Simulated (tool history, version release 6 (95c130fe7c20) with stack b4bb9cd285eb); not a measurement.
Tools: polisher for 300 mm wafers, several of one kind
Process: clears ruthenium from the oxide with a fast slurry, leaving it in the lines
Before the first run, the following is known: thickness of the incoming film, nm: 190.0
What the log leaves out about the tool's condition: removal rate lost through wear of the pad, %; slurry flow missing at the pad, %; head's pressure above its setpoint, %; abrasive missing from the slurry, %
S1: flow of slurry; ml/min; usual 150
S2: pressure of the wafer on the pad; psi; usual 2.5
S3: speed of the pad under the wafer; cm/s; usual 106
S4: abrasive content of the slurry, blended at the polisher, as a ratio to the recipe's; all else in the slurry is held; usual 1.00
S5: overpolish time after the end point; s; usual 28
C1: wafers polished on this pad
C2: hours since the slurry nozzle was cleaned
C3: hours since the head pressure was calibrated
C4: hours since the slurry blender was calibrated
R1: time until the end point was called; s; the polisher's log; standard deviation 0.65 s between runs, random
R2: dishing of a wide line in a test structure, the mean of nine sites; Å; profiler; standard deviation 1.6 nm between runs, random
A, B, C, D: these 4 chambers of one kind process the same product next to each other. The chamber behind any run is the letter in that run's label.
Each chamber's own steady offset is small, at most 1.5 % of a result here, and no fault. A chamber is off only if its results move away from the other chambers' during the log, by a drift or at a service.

run 1C day=0.129 | S1=150 S2=2.5 S3=106 S4=1.00 S5=28 | C1=813 C2=75.9 C3=110.2 C4=116.4 | R1=55.538 R2=703.99
run 2B day=0.238 | S1=150 S2=2.5 S3=106 S4=1.00 S5=28 | C1=420 C2=229.3 C3=703.4 C4=174.7 | R1=55.433 R2=735.73
run 3D day=0.412 | S1=150 S2=2.5 S3=106 S4=1.00 S5=28 | C1=499 C2=246.0 C3=26.9 C4=303.7 | R1=55.903 R2=722.32
run 4A day=0.529 | S1=150 S2=2.5 S3=106 S4=1.00 S5=28 | C1=738 C2=503.2 C3=630.5 C4=40.7 | R1=55.643 R2=722.61
run 5C day=0.700 | S1=150 S2=2.5 S3=106 S4=1.00 S5=28 | C1=959 C2=89.6 C3=123.9 C4=130.1 | R1=56.023 R2=723.45
-- day=0.725 chamber D: slurry blender recalibrated
run 6B day=0.842 | S1=150 S2=2.5 S3=106 S4=1.00 S5=28 | C1=575 C2=243.8 C3=717.9 C4=189.2 | R1=55.919 R2=694.99
run 7A day=1.038 | S1=150 S2=2.5 S3=106 S4=1.00 S5=28 | C1=868 C2=515.4 C3=642.7 C4=52.9 | R1=56.552 R2=706.49
run 8D day=1.221 | S1=150 S2=2.5 S3=106 S4=1.00 S5=28 | C1=706 C2=265.4 C3=46.3 C4=11.9 | R1=56.168 R2=723.19
-- day=1.254 chamber B: head pressure recalibrated
run 9A day=1.350 | S1=150 S2=2.5 S3=106 S4=1.00 S5=28 | C1=949 C2=522.9 C3=650.2 C4=60.4 | R1=55.110 R2=701.02
run 10D day=1.475 | S1=150 S2=2.5 S3=106 S4=1.00 S5=28 | C1=771 C2=271.5 C3=52.4 C4=18.0 | R1=56.836 R2=709.37
run 11C day=1.642 | S1=130 S2=2.5 S3=70 S4=1.00 S5=28 | C1=1201 C2=112.2 C3=146.5 C4=152.7 | R1=87.678 R2=499.57
run 12B day=1.808 | S1=130 S2=2.5 S3=70 S4=1.00 S5=28 | C1=823 C2=267.0 C3=13.4 C4=212.4 | R1=86.613 R2=506.11
run 13D day=1.938 | S1=130 S2=2.5 S3=70 S4=1.00 S5=28 | C1=890 C2=282.6 C3=63.5 C4=29.1 | R1=86.118 R2=499.43
run 14B day=2.067 | S1=130 S2=2.5 S3=70 S4=1.00 S5=28 | C1=890 C2=273.2 C3=19.6 C4=218.6 | R1=86.658 R2=500.16
-- day=2.167 chamber B: worn pad replaced by a new one
run 15C day=2.238 | S1=150 S2=2.5 S3=106 S4=1.00 S5=28 | C1=1354 C2=126.5 C3=160.8 C4=167.0 | R1=57.290 R2=711.46
run 16A day=2.408 | S1=150 S2=2.5 S3=106 S4=1.00 S5=28 | C1=1220 C2=548.3 C3=675.6 C4=85.8 | R1=56.270 R2=732.75
-- day=2.454 chamber B: slurry blender recalibrated
run 17D day=2.517 | S1=150 S2=2.5 S3=106 S4=1.00 S5=28 | C1=1039 C2=296.5 C3=77.4 C4=43.0 | R1=56.271 R2=678.80
run 18B day=2.633 | S1=150 S2=2.5 S3=106 S4=1.00 S5=28 | C1=119 C2=286.8 C3=33.2 C4=4.4 | R1=54.376 R2=739.53
run 19C day=2.738 | S1=150 S2=2.5 S3=106 S4=1.00 S5=28 | C1=1483 C2=138.5 C3=172.8 C4=179.0 | R1=58.639 R2=698.64
run 20A day=2.908 | S1=150 S2=1.9 S3=106 S4=1.00 S5=38 | C1=1349 C2=560.3 C3=687.6 C4=97.8 | R1=74.158 R2=722.39
-- day=3.012 chamber A: worn pad replaced by a new one
run 21A day=3.117 | S1=150 S2=1.9 S3=106 S4=1.00 S5=38 | C1=27 C2=565.3 C3=692.6 C4=102.8 | R1=73.737 R2=730.86
-- day=3.233 chamber D: worn pad replaced by a new one
-- day=3.242 chamber D: slurry nozzle cleaned
run 22D day=3.300 | S1=150 S2=1.9 S3=106 S4=1.00 S5=38 | C1=17 C2=1.4 C3=96.2 C4=61.8 | R1=72.932 R2=749.95
run 23B day=3.521 | S1=150 S2=1.9 S3=106 S4=1.00 S5=38 | C1=347 C2=308.1 C3=54.5 C4=25.7 | R1=73.518 R2=723.37
run 24C day=3.688 | S1=150 S2=2.5 S3=106 S4=1.00 S5=28 | C1=1727 C2=161.3 C3=195.6 C4=201.8 | R1=59.715 R2=696.12
-- day=3.783 chamber A: slurry nozzle cleaned
run 25A day=3.825 | S1=150 S2=2.5 S3=106 S4=1.25 S5=28 | C1=209 C2=1.1 C3=709.6 C4=119.8 | R1=50.500 R2=816.70
run 26C day=3.950 | S1=150 S2=2.5 S3=106 S4=1.25 S5=28 | C1=1794 C2=167.6 C3=201.9 C4=208.1 | R1=53.034 R2=728.19
run 27B day=4.171 | S1=150 S2=2.5 S3=106 S4=1.25 S5=28 | C1=514 C2=323.7 C3=70.1 C4=41.3 | R1=50.178 R2=780.74
run 28D day=4.354 | S1=150 S2=2.5 S3=106 S4=1.25 S5=28 | C1=288 C2=26.7 C3=121.5 C4=87.1 | R1=50.327 R2=743.07
run 29D day=4.517 | S1=150 S2=2.5 S3=106 S4=1.00 S5=28 | C1=329 C2=30.6 C3=125.4 C4=91.0 | R1=55.575 R2=729.92
run 30B day=4.725 | S1=150 S2=2.5 S3=106 S4=1.00 S5=28 | C1=657 C2=337.0 C3=83.4 C4=54.6 | R1=55.556 R2=725.23
run 31A day=4.900 | S1=150 S2=2.5 S3=80 S4=1.00 S5=28 | C1=485 C2=26.9 C3=735.4 C4=145.6 | R1=73.827 R2=562.97
run 32C day=5.075 | S1=150 S2=2.5 S3=80 S4=1.00 S5=28 | C1=2083 C2=194.6 C3=228.9 C4=235.1 | R1=79.531 R2=532.80
run 33B day=5.267 | S1=150 S2=2.5 S3=80 S4=1.00 S5=28 | C1=796 C2=350.0 C3=96.4 C4=67.6 | R1=74.024 R2=590.37
run 34D day=5.404 | S1=150 S2=2.5 S3=80 S4=1.00 S5=28 | C1=557 C2=51.9 C3=146.7 C4=112.3 | R1=74.961 R2=564.96
run 35C day=5.538 | S1=170 S2=2.5 S3=106 S4=1.00 S5=14 | C1=2202 C2=205.7 C3=240.0 C4=246.2 | R1=61.129 R2=368.52
run 36A day=5.729 | S1=170 S2=2.5 S3=106 S4=1.00 S5=14 | C1=698 C2=46.8 C3=755.3 C4=165.5 | R1=53.654 R2=401.08
run 37A day=5.883 | S1=170 S2=2.5 S3=106 S4=1.00 S5=14 | C1=737 C2=50.5 C3=759.0 C4=169.2 | R1=54.177 R2=395.59

Which is it: a chamber that has drifted or been left off by a service, a gauge drift common to all chambers, or only each chamber's usual small offset? If a chamber is off, name it and its likeliest cause.

Chamber C drifts away from the others.
What lies behind it: removal rate lost through wear of the pad, % = 9.69.
The log may not separate it from: slurry flow missing at the pad, %; head's pressure below its setpoint, %; abrasive missing from the slurry, %.

Here are 4 candidates for chamber C's next run, each the usual settings with a change, their results left as question marks. Which one brings its results back in line with what the others give on the usual settings?
In line here means within this much of the mean the other chambers give on the usual settings: R1 2.300 s; R2 54.00 Å
run 38C-1 day=6.046 | S1=150 S2=2.6 S3=112 S4=1.00 S5=28 | R1=? R2=?
run 38C-2 day=6.046 | S1=150 S2=2.5 S3=104 S4=1.00 S5=28 | R1=? R2=?
run 38C-3 day=6.046 | S1=150 S2=2.5 S3=108 S4=1.00 S5=28 | R1=? R2=?
run 38C-4 day=6.046 | S1=150 S2=2.4 S3=100 S4=1.00 S5=28 | R1=? R2=?

On the usual settings, the other chambers give on average: R1 55.754 s; R2 717.40 Å
run=38C-1 R1=56.545 R2=690.61
run=38C-2 R1=63.298 R2=629.17
run=38C-3 R1=60.988 R2=648.93
run=38C-4 R1=68.574 R2=588.20
The right change is 38C-1: it brings the chamber back within the allowed miss of the others.

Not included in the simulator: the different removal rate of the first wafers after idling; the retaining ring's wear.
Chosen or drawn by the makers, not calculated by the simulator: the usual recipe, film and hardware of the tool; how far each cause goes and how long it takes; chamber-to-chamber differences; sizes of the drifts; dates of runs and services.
